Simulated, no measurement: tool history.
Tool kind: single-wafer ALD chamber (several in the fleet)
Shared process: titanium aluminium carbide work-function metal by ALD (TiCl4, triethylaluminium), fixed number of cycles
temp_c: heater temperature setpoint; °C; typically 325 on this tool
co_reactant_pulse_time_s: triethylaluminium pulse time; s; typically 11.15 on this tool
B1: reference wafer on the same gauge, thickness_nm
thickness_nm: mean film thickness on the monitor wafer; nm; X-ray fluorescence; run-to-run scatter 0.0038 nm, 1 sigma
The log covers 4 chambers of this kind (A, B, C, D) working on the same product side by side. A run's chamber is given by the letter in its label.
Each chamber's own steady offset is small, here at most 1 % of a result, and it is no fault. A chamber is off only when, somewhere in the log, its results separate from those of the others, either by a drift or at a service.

Run 1D, hour 6.6: usual settings; B1 2.47. Result: thickness_nm 2.2485 nm.
Run 2B, hour 17.2: usual settings; B1 2.4688. Result: thickness_nm 2.2482 nm.
Run 3A, hour 27.6: usual settings; B1 2.4687. Result: thickness_nm 2.252 nm.
Run 4C, hour 38: usual settings; B1 2.4676. Result: thickness_nm 2.236 nm.
Run 5C, hour 44.3: usual settings; B1 2.4682. Result: thickness_nm 2.231 nm.
Run 6B, hour 57.9: usual settings; B1 2.4663. Result: thickness_nm 2.2391 nm.
Run 7A, hour 68: usual settings but co_reactant_pulse_time_s 9.13 s; B1 2.4641. Result: thickness_nm 2.2051 nm.
Run 8D, hour 79.4: usual settings but co_reactant_pulse_time_s 9.13 s; B1 2.4649. Result: thickness_nm 2.1853 nm.
Run 9B, hour 90.1: usual settings but co_reactant_pulse_time_s 9.13 s; B1 2.4642. Result: thickness_nm 2.1897 nm.
Run 10A, hour 102.6: usual settings but co_reactant_pulse_time_s 9.13 s; B1 2.4624. Result: thickness_nm 2.2017 nm.
Run 11C, hour 110.1: usual settings; B1 2.4626. Result: thickness_nm 2.2388 nm.
Run 12D, hour 119.2: usual settings; B1 2.4628. Result: thickness_nm 2.2393 nm.
Run 13D, hour 133.1: usual settings; B1 2.4615. Result: thickness_nm 2.2328 nm.
Run 14C, hour 143.5: usual settings; B1 2.46. Result: thickness_nm 2.2279 nm.
At hour 151.4: chamber A: thermocouple changed; heater temperature recalibrated.
Run 15A, hour 158: usual settings; B1 2.4594. Result: thickness_nm 2.2492 nm.
Run 16B, hour 165.1: usual settings; B1 2.4591. Result: thickness_nm 2.2316 nm.
Run 17B, hour 173.3: usual settings; B1 2.4581. Result: thickness_nm 2.2284 nm.
At hour 177: chamber C: triethylaluminium bottle replaced.
Run 18D, hour 187.1: usual settings; B1 2.4581. Result: thickness_nm 2.2314 nm.
Run 19A, hour 197.7: usual settings but co_reactant_pulse_time_s 9.06 s; B1 2.4565. Result: thickness_nm 2.1987 nm.
Run 20C, hour 207.1: usual settings but co_reactant_pulse_time_s 9.06 s; B1 2.4562. Result: thickness_nm 2.181 nm.
Run 21C, hour 219.6: usual settings but co_reactant_pulse_time_s 9.06 s; B1 2.4565. Result: thickness_nm 2.1776 nm.
Run 22D, hour 232.2: usual settings but co_reactant_pulse_time_s 9.06 s; B1 2.4547. Result: thickness_nm 2.1724 nm.
Run 23B, hour 239.3: usual settings but temp_c 314 °C; B1 2.4544. Result: thickness_nm 2.1309 nm.
Run 24A, hour 246.6: usual settings but temp_c 314 °C; B1 2.4531. Result: thickness_nm 2.1444 nm.

One chamber off, gauge drift, or nothing amiss beyond the chambers' own small offsets? If it is a chamber, which one, and what is the likeliest cause?

The shared gauge is drifting. All chambers look as if they move in step, but none is off.
Cause: gauge reads low (%) = 0.7.
